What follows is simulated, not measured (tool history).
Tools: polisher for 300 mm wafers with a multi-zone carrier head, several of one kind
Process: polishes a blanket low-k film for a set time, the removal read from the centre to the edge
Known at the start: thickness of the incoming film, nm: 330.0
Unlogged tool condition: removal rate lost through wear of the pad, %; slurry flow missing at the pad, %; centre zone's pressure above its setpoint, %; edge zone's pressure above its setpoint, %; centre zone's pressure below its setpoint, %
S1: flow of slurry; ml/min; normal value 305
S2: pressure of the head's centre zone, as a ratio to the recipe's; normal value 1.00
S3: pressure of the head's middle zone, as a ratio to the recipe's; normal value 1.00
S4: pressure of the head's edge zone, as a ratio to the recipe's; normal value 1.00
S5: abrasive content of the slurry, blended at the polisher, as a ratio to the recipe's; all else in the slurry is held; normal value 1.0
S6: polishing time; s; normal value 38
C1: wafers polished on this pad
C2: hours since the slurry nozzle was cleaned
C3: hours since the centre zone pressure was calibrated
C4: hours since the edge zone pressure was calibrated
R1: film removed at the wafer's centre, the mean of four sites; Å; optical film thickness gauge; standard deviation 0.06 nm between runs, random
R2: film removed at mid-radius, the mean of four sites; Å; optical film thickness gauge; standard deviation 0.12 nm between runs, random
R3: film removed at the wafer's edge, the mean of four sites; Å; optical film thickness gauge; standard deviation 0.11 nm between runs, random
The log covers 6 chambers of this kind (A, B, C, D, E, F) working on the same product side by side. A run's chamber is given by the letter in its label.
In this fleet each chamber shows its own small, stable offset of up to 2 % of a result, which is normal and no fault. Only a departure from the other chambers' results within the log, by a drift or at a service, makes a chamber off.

run,hour,S1,S2,S3,S4,S5,S6,C1,C2,C3,C4,R1,R2,R3
1A,7.6,305,1.00,1.00,1.00,1.0,38,452,280.2,358.3,682.7,76.395,76.666,78.274
# hour 11.5: chamber B: worn pad replaced by a new one
# hour 12.3: chamber D: worn pad replaced by a new one
2E,12.7,305,1.00,1.00,1.00,1.0,38,280,157.3,370.0,260.7,77.623,79.538,78.881
# hour 19.2: chamber D: slurry nozzle cleaned
3F,22.7,305,1.00,1.00,1.00,1.0,38,758,318.8,247.0,258.1,76.983,77.390,77.834
4D,32.1,305,1.00,1.00,1.00,1.0,38,237,13.0,500.7,220.9,75.999,80.272,78.873
# hour 32.3: chamber F: worn pad replaced by a new one
5B,43.7,305,1.00,1.00,1.00,1.0,38,385,462.2,60.8,431.7,76.548,75.831,77.152
# hour 47.5: chamber A: worn pad replaced by a new one
6C,50.1,305,1.00,1.00,1.00,1.0,38,666,341.8,303.4,731.0,78.253,75.825,76.740
# hour 58.6: chamber C: worn pad replaced by a new one
7D,59.5,305,1.00,1.00,1.00,1.0,38,565,40.4,528.1,248.3,77.546,79.395,78.301
# hour 66.6: chamber D: worn pad replaced by a new one
8E,68.5,305,1.00,1.00,1.00,1.0,38,948,213.1,425.8,316.5,78.573,76.649,77.518
9B,77.1,305,1.00,1.00,1.00,1.0,38,786,495.6,94.2,465.1,76.752,75.380,77.359
# hour 78.2: chamber E: worn pad replaced by a new one
10F,86.1,305,1.00,1.04,1.00,1.0,38,645,382.2,310.4,321.5,76.985,79.187,78.206
# hour 92.9: chamber F: slurry nozzle cleaned
11A,95.1,305,1.00,1.04,1.00,1.0,38,570,367.7,445.8,770.2,76.400,79.819,76.413
12C,100.8,305,1.00,1.04,1.00,1.0,38,506,392.5,354.1,781.7,77.041,80.866,76.956
# hour 103.2: chamber F: worn pad replaced by a new one
13F,110.8,305,1.00,1.04,1.00,1.0,38,91,18.0,335.1,346.2,78.325,81.402,77.580
14E,116.7,305,1.00,1.04,1.00,1.0,38,461,261.3,474.0,364.7,78.525,80.360,76.821
# hour 120.5: chamber C: worn pad replaced by a new one
15B,123.7,305,1.00,1.04,1.00,1.0,38,1344,542.2,140.8,511.7,76.212,77.833,77.084
# hour 128.0: chamber D: worn pad replaced by a new one
# hour 128.4: chamber A: edge zone pressure recalibrated
16C,129.4,305,1.00,1.00,1.00,1.0,38,106,421.1,382.7,810.3,77.188,79.158,77.975
# hour 131.8: chamber A: worn pad replaced by a new one
# hour 134.0: chamber B: worn pad replaced by a new one
17A,139.0,305,1.00,1.00,1.00,1.0,38,87,411.6,489.7,10.6,77.476,76.881,76.742
# hour 146.1: chamber A: slurry nozzle cleaned
18D,148.5,305,1.00,1.00,1.00,1.0,38,246,129.4,617.1,337.3,76.546,77.562,78.132
19D,155.8,305,1.00,1.00,1.00,1.0,38,333,136.7,624.4,344.6,77.135,80.851,79.817
20F,162.5,305,1.00,1.00,1.00,1.0,38,710,69.7,386.8,397.9,78.024,77.640,78.837
# hour 166.5: chamber F: worn pad replaced by a new one
21A,168.3,305,0.94,1.00,1.00,0.8,38,438,22.3,519.0,39.9,64.798,70.664,68.651
22C,176.3,305,0.94,1.00,1.00,0.8,38,668,468.0,429.6,857.2,65.453,69.029,68.622
# hour 176.7: chamber C: worn pad replaced by a new one
# hour 180.2: chamber C: centre zone pressure recalibrated
# hour 180.8: chamber E: worn pad replaced by a new one
# hour 182.0: chamber D: worn pad replaced by a new one
# hour 182.3: chamber E: centre zone pressure recalibrated
23B,182.8,305,0.94,1.00,1.00,0.8,38,584,601.3,199.9,570.8,63.355,67.966,71.202
# hour 187.1: chamber B: slurry nozzle cleaned
24E,188.6,305,0.94,1.00,1.00,0.8,38,93,333.2,6.3,436.6,66.244,68.934,70.652
25A,198.7,305,0.94,1.00,1.00,0.8,38,802,52.7,549.4,70.3,64.594,70.745,68.272
26B,209.2,305,0.94,1.00,1.00,0.8,38,901,22.2,226.3,597.2,63.561,69.393,68.587
# hour 215.4: chamber A: worn pad replaced by a new one
# hour 217.8: chamber E: slurry nozzle cleaned
27D,219.6,305,1.00,1.00,1.00,1.0,38,451,200.5,688.2,408.4,76.407,79.189,77.607
# hour 228.2: chamber F: worn pad replaced by a new one
28E,229.5,305,1.00,1.00,1.00,1.0,38,583,11.8,47.2,477.5,78.428,76.306,79.182
# hour 235.9: chamber B: worn pad replaced by a new one
# hour 237.3: chamber C: worn pad replaced by a new one
29F,239.4,305,1.00,1.00,1.00,1.0,38,134,146.6,463.7,474.8,78.271,75.568,78.470
# hour 241.5: chamber D: worn pad replaced by a new one
30C,249.0,305,1.00,1.00,1.00,1.0,38,140,540.7,68.8,929.9,71.595,77.081,78.373
31A,254.2,305,1.00,1.00,1.00,1.0,38,465,108.2,604.9,125.8,77.016,75.638,76.393
32E,261.7,305,1.00,1.00,1.00,1.0,38,969,44.0,79.4,509.7,77.642,76.617,77.105
33D,268.4,305,1.00,1.00,1.00,1.0,38,323,249.3,737.0,457.2,77.381,78.644,79.604
34F,277.7,305,1.00,1.00,1.00,1.0,38,593,184.9,502.0,513.1,78.391,77.940,77.818
35B,289.2,305,1.00,1.00,1.00,1.0,38,639,102.2,306.3,677.2,76.814,77.049,78.680
# hour 292.1: chamber C: worn pad replaced by a new one
36C,296.4,305,1.00,1.00,1.00,1.0,38,52,588.1,116.2,977.3,72.516,76.038,78.274
37B,304.2,305,1.00,1.00,1.00,1.0,38,818,117.2,321.3,692.2,77.048,78.319,77.171

The same settings go to every chamber for the next run, one line per chamber below. Forecast the results for each:
38A,312.5,305,1.00,1.00,0.95,1.0,38,,,,,?,?,?
38B,312.5,305,1.00,1.00,0.95,1.0,38,,,,,?,?,?
38C,312.5,305,1.00,1.00,0.95,1.0,38,,,,,?,?,?
38D,312.5,305,1.00,1.00,0.95,1.0,38,,,,,?,?,?
38E,312.5,305,1.00,1.00,0.95,1.0,38,,,,,?,?,?
38F,312.5,305,1.00,1.00,0.95,1.0,38,,,,,?,?,?

run,R1,R2,R3
38A,76.129,77.632,73.003
38B,76.132,76.976,76.665
38C,70.914,76.436,74.174
38D,76.935,77.943,76.263
38E,78.361,77.693,75.034
38F,77.650,79.457,75.076
